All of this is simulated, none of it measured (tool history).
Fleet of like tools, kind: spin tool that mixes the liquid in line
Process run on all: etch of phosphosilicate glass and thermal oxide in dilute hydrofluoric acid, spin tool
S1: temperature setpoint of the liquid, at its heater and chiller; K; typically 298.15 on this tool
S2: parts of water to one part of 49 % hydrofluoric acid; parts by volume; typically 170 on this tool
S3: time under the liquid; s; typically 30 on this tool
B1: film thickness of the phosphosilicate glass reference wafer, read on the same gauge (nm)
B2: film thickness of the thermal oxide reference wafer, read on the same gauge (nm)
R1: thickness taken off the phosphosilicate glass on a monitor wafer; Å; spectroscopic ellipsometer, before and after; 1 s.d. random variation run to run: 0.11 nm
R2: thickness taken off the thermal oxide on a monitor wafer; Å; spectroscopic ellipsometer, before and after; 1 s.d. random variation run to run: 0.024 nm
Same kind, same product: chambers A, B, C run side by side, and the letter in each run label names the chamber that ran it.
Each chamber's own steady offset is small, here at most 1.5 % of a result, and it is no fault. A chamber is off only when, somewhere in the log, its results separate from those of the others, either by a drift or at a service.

run	hour	S1	S2	S3	B1	B2	R1	R2
1A	3	298.15	170	30	39.985	110.01	197.95	7.9316
2B	6.8	298.15	170	30	39.977	110.02	200.78	8.3321
3C	9.9	298.15	170	30	40.019	110	202.45	8.3424
4B	13.4	298.15	170	30	40.001	110.03	202.13	8.2313
5A	16.2	298.15	170	30	40.012	110	197.11	8.3485
6C	18.4	298.15	170	30	39.99	110.03	202.85	8.512
7A	21.3	298.15	170	30	40.006	110	197.88	7.5893
8C	24.1	298.15	170	30	40.019	110	201.97	7.9804
9B	28.2	298.15	170	30	39.981	109.99	202.29	7.9741
10C	31.1	298.15	170	30	40.042	109.99	202.48	8.1936
11A	35.3	298.15	170	30	39.975	109.99	196.37	8.4959
12B	38.4	298.15	170	30	39.991	110	202.18	8.4324
13C	41.9	298.15	170	30	39.999	109.99	202.11	8.1248
14B	45.7	298.15	170	30	40	109.99	202.19	7.974
15A	48.7	298.15	170	30	40.006	110.02	196.53	7.8154
16C	52.9	298.15	170	30	40.01	110	201.93	7.9785
17B	57.2	298.15	170	30	40.027	110.04	199.07	8.0828
18A	61.7	298.15	170	30	40.015	110.03	198.47	8.312
19C	64.5	298.15	170	30	39.963	110.01	200.72	8.6354
20B	66.7	296.65	170	45	39.997	109.96	287.36	11.535
21A	69.9	296.65	170	45	39.974	110.02	280.67	10.897
22A	74.4	296.65	170	45	39.986	110.01	278.94	11.847
23C	77.2	298.15	170	30	40.022	109.99	202.6	8.0882
24B	80.9	298.15	170	30	39.988	110.02	202.66	8.3151
25C	83.8	298.15	170	30	40.014	110	201.56	8.2742
26A	87.7	298.15	170	30	40	109.96	197.74	7.9826
27B	90.9	298.15	170	30	40.005	110.04	202.17	7.7195
28C	93.3	298.15	170	30	39.999	110	202.8	8.1113
29B	95.6	298.15	170	30	39.985	110.05	201.68	8.5344
30A	99	298.15	170	30	39.976	109.99	197.75	8.3138
31A	100.9	298.15	170	30	40.007	110	197.97	8.1022
32B	105.2	295.15	170	30	40.009	110	180.18	7.4426
33C	108	295.15	170	30	40.016	109.96	179.88	7.5283
34B	112.2	295.15	170	30	40.032	109.96	178.6	7.4135
35C	114.4	298.15	170	30	40.019	110	201.06	8.4814
36A	117.3	298.15	170	30	39.997	110	195.89	7.9856
37A	121.4	298.15	170	30	39.985	110	198	8.0418
38C	124.6	298.15	170	30	39.986	110	201.84	8.0391
39B	127.4	298.15	250	30	40.002	109.97	126.04	5.2052
40A	130.4	298.15	250	30	39.988	109.98	123.03	5.133
41C	134.1	298.15	250	30	39.991	110	125.03	4.9566
42B	137	300.65	170	45	39.988	110.01	334.33	13.429

Has any chamber moved away from the others, gradually or after a service, or does the common gauge drift, or do the chambers differ only by their own small steady offsets? State the chamber and the most likely cause if one applies.

Beyond each chamber's small constant offset nothing stands out, and the gauge stays steady.
